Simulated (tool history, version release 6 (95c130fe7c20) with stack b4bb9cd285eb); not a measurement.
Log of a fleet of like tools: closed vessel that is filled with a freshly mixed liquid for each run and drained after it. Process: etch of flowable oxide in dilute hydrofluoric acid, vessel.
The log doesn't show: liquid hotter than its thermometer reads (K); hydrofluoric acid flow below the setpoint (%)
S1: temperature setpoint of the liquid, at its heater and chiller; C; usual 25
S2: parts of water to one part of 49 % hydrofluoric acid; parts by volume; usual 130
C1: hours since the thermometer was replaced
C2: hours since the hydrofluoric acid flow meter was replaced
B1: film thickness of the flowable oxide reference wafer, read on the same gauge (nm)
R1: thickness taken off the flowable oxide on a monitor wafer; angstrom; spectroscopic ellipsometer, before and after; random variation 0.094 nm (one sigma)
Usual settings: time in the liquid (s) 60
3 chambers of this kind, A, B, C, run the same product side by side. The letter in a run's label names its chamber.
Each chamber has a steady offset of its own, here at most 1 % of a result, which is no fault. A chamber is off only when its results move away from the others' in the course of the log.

At hour 7.2: chamber B: thermometer replaced.
Run 1A, hour 8.7: usual settings; C1 865.2; C2 449.9; B1 90.015. Result: R1 146.53 angstrom.
Run 2C, hour 21.7: usual settings; C1 212.3; C2 491; B1 89.996. Result: R1 148.49 angstrom.
Run 3B, hour 31.2: usual settings; C1 24; C2 1896.8; B1 89.994. Result: R1 146.69 angstrom.
Run 4A, hour 41.5: usual settings; C1 898; C2 482.7; B1 89.998. Result: R1 146.97 angstrom.
Run 5C, hour 51.9: usual settings; C1 242.5; C2 521.2; B1 89.955. Result: R1 148 angstrom.
Run 6B, hour 60.1: usual settings; C1 52.9; C2 1925.7; B1 90.038. Result: R1 145.33 angstrom.
Run 7B, hour 69.5: usual settings but S1 29 C, S2 185 parts by volume; C1 62.3; C2 1935.1; B1 90.011. Result: R1 110.41 angstrom.
Run 8C, hour 78.9: usual settings but S1 29 C, S2 185 parts by volume; C1 269.5; C2 548.2; B1 89.962. Result: R1 114.7 angstrom.
Run 9A, hour 84.9: usual settings but S1 29 C, S2 185 parts by volume; C1 941.4; C2 526.1; B1 90.004. Result: R1 112.38 angstrom.
Run 10A, hour 96.2: usual settings; C1 952.7; C2 537.4; B1 89.998. Result: R1 145.19 angstrom.
Run 11B, hour 104.7: usual settings; C1 97.5; C2 1970.3; B1 90.035. Result: R1 145.24 angstrom.
Run 12C, hour 114.6: usual settings but S2 185 parts by volume, time in the liquid (s) 80; C1 305.2; C2 583.9; B1 90.028. Result: R1 130.02 angstrom.
Run 13B, hour 124.7: usual settings but S2 185 parts by volume, time in the liquid (s) 80; C1 117.5; C2 1990.3; B1 89.991. Result: R1 129.04 angstrom.
Run 14C, hour 135.5: usual settings but S2 185 parts by volume, time in the liquid (s) 80; C1 326.1; C2 604.8; B1 89.986. Result: R1 130.16 angstrom.
Run 15A, hour 144.7: usual settings; C1 1001.2; C2 585.9; B1 89.99. Result: R1 144.52 angstrom.
At hour 145.8: chamber B: hydrofluoric acid flow meter replaced.
Run 16B, hour 155.1: usual settings but time in the liquid (s) 80; C1 147.9; C2 9.4; B1 89.989. Result: R1 195.41 angstrom.
At hour 164.1: chamber C: hydrofluoric acid flow meter replaced.
Run 17A, hour 166.7: usual settings but time in the liquid (s) 80; C1 1023.2; C2 607.9; B1 89.999. Result: R1 192.01 angstrom.
Run 18C, hour 179.3: usual settings but time in the liquid (s) 80; C1 369.9; C2 15.2; B1 90.009. Result: R1 196.96 angstrom.
Run 19C, hour 188.7: usual settings; C1 379.3; C2 24.6; B1 89.977. Result: R1 147.94 angstrom.
Run 20B, hour 201: usual settings; C1 193.8; C2 55.3; B1 90.043. Result: R1 148.64 angstrom.
Run 21A, hour 213.5: usual settings; C1 1070; C2 654.7; B1 89.999. Result: R1 140.3 angstrom.
Run 22B, hour 224.3: usual settings; C1 217.1; C2 78.6; B1 89.971. Result: R1 147.28 angstrom.
Run 23C, hour 233.2: usual settings; C1 423.8; C2 69.1; B1 90.001. Result: R1 147.69 angstrom.
Run 24A, hour 240.4: usual settings; C1 1096.9; C2 681.6; B1 89.986. Result: R1 138.72 angstrom.
Run 25A, hour 251.3: usual settings; C1 1107.8; C2 692.5; B1 89.983. Result: R1 139.77 angstrom.
Run 26B, hour 261.7: usual settings; C1 254.5; C2 116; B1 90. Result: R1 146.63 angstrom.
Run 27C, hour 272.2: usual settings; C1 462.8; C2 108.1; B1 89.957. Result: R1 148.67 angstrom.
Run 28C, hour 278.6: usual settings; C1 469.2; C2 114.5; B1 89.977. Result: R1 150.25 angstrom.
Run 29B, hour 288.6: usual settings; C1 281.4; C2 142.9; B1 89.999. Result: R1 146.2 angstrom.
Run 30A, hour 297: usual settings; C1 1153.5; C2 738.2; B1 90.032. Result: R1 137.84 angstrom.
Run 31B, hour 305.4: usual settings but S1 21.5 C, time in the liquid (s) 75; C1 298.2; C2 159.7; B1 89.993. Result: R1 159.17 angstrom.
Run 32A, hour 314.3: usual settings but S1 21.5 C, time in the liquid (s) 75; C1 1170.8; C2 755.5; B1 89.963. Result: R1 148.5 angstrom.

Is one chamber off against the others, does the gauge drift, or is nothing wrong? If a chamber is off, say which, and what the likeliest cause is.

Chamber A drifts away from the others.
Cause: hydrofluoric acid flow below the setpoint (%) = 6.12.
The log may not tell that from: liquid colder than its thermometer reads (K).

Here are 4 candidates for chamber A's next run, each the usual settings with a change, their results left as question marks. Which one brings its results back in line with what the others give on the usual settings?
In line means no further than this from the other chambers' mean on the usual settings: R1 3.3 angstrom
Run 33A-1, hour 323.6: usual settings but S1 28 C. Result: R1 ?.
Run 33A-2, hour 323.6: usual settings but S1 27 C. Result: R1 ?.
Run 33A-3, hour 323.6: usual settings but S1 22 C. Result: R1 ?.
Run 33A-4, hour 323.6: usual settings but S1 23 C. Result: R1 ?.

The other chambers' mean on the usual settings: R1 147.71 angstrom
  run      R1
33A-1  153.32
33A-2  147.83
33A-3  122.37
33A-4   127.2
33A-2 brings the chamber back in line.
